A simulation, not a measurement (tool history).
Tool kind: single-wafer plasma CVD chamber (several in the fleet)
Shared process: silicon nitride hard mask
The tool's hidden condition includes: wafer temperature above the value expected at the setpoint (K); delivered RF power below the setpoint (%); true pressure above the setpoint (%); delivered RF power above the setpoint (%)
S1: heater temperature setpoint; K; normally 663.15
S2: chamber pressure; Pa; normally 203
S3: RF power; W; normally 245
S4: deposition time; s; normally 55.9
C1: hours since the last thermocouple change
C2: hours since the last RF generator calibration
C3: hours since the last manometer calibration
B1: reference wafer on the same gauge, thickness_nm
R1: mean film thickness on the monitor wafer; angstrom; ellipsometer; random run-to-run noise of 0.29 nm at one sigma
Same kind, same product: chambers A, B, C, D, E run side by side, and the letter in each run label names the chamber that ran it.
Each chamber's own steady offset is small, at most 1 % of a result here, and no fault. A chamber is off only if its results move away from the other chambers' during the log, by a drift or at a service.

run,hour,S1,S2,S3,S4,C1,C2,C3,B1,R1
1E,7.4,663.15,203,245,55.9,628.1,467.5,948.0,59.296,549.72
2D,13.5,663.15,203,245,55.9,701.0,103.4,301.8,59.285,553.14
3C,20.1,663.15,203,245,55.9,79.1,630.9,1171.3,59.367,561.84
4B,28.0,663.15,203,245,55.9,1019.7,1144.6,1020.8,59.329,550.12
5A,35.0,663.15,203,245,55.9,326.8,1975.8,700.2,59.308,547.43
6A,41.3,663.15,203,245,55.9,333.1,1982.1,706.5,59.315,546.84
7B,45.6,663.15,203,245,55.9,1037.3,1162.2,1038.4,59.330,552.94
8C,51.4,663.15,203,245,55.9,110.4,662.2,1202.6,59.310,555.68
9E,59.4,663.15,203,245,55.9,680.1,519.5,1000.0,59.290,541.09
10D,65.4,663.15,203,270,55.9,752.9,155.3,353.7,59.332,586.45
11B,68.9,663.15,203,270,55.9,1060.6,1185.5,1061.7,59.284,587.78
12D,75.8,663.15,203,270,55.9,763.3,165.7,364.1,59.356,591.61
13A,80.7,663.15,203,270,55.9,372.5,2021.5,745.9,59.276,589.64
14C,88.5,663.15,203,270,55.9,147.5,699.3,1239.7,59.302,601.87
15E,92.1,663.15,203,245,55.9,712.8,552.2,1032.7,59.279,540.93
16A,98.4,663.15,203,245,55.9,390.2,2039.2,763.6,59.330,546.22
17E,102.2,663.15,203,245,55.9,722.9,562.3,1042.8,59.289,537.78
18B,108.6,663.15,203,245,55.9,1100.3,1225.2,1101.4,59.298,551.61
# hour 111.1: chamber B: RF generator calibrated
19C,113.7,663.15,203,245,55.9,172.7,724.5,1264.9,59.276,556.98
20D,119.4,663.15,203,245,55.9,806.9,209.3,407.7,59.300,546.86
21C,126.1,663.15,203,260,66.7,185.1,736.9,1277.3,59.250,693.22
22D,129.6,663.15,203,260,66.7,817.1,219.5,417.9,59.250,684.02
23B,135.2,663.15,203,260,66.7,1126.9,24.1,1128.0,59.337,690.53
24A,139.4,663.15,203,260,66.7,431.2,2080.2,804.6,59.291,684.27
25E,146.4,663.15,203,260,66.7,767.1,606.5,1087.0,59.345,671.20
26C,153.1,663.15,203,245,55.9,212.1,763.9,1304.3,59.203,557.51
27E,157.1,663.15,203,245,55.9,777.8,617.2,1097.7,59.260,537.18
28B,163.2,663.15,203,270,55.9,1154.9,52.1,1156.0,59.369,592.67
29A,169.6,663.15,203,270,55.9,461.4,2110.4,834.8,59.313,584.35
30D,173.3,663.15,203,270,55.9,860.8,263.2,461.6,59.273,592.71
31D,181.5,663.15,203,270,55.9,869.0,271.4,469.8,59.234,590.13
32C,186.9,663.15,203,270,55.9,245.9,797.7,1338.1,59.292,599.41
33E,194.8,663.15,203,245,55.9,815.5,654.9,1135.4,59.274,530.20
34B,198.6,668.15,203,245,55.9,1190.3,87.5,1191.4,59.315,555.92
35A,204.0,668.15,203,245,55.9,495.8,2144.8,869.2,59.248,549.00

All 5 chambers run these settings next. Forecast each chamber's results:
36A,209.9,663.15,221,245,55.9,,,,,?
36B,209.9,663.15,221,245,55.9,,,,,?
36C,209.9,663.15,221,245,55.9,,,,,?
36D,209.9,663.15,221,245,55.9,,,,,?
36E,209.9,663.15,221,245,55.9,,,,,?

run,R1
36A,562.39
36B,567.59
36C,573.84
36D,563.74
36E,547.32

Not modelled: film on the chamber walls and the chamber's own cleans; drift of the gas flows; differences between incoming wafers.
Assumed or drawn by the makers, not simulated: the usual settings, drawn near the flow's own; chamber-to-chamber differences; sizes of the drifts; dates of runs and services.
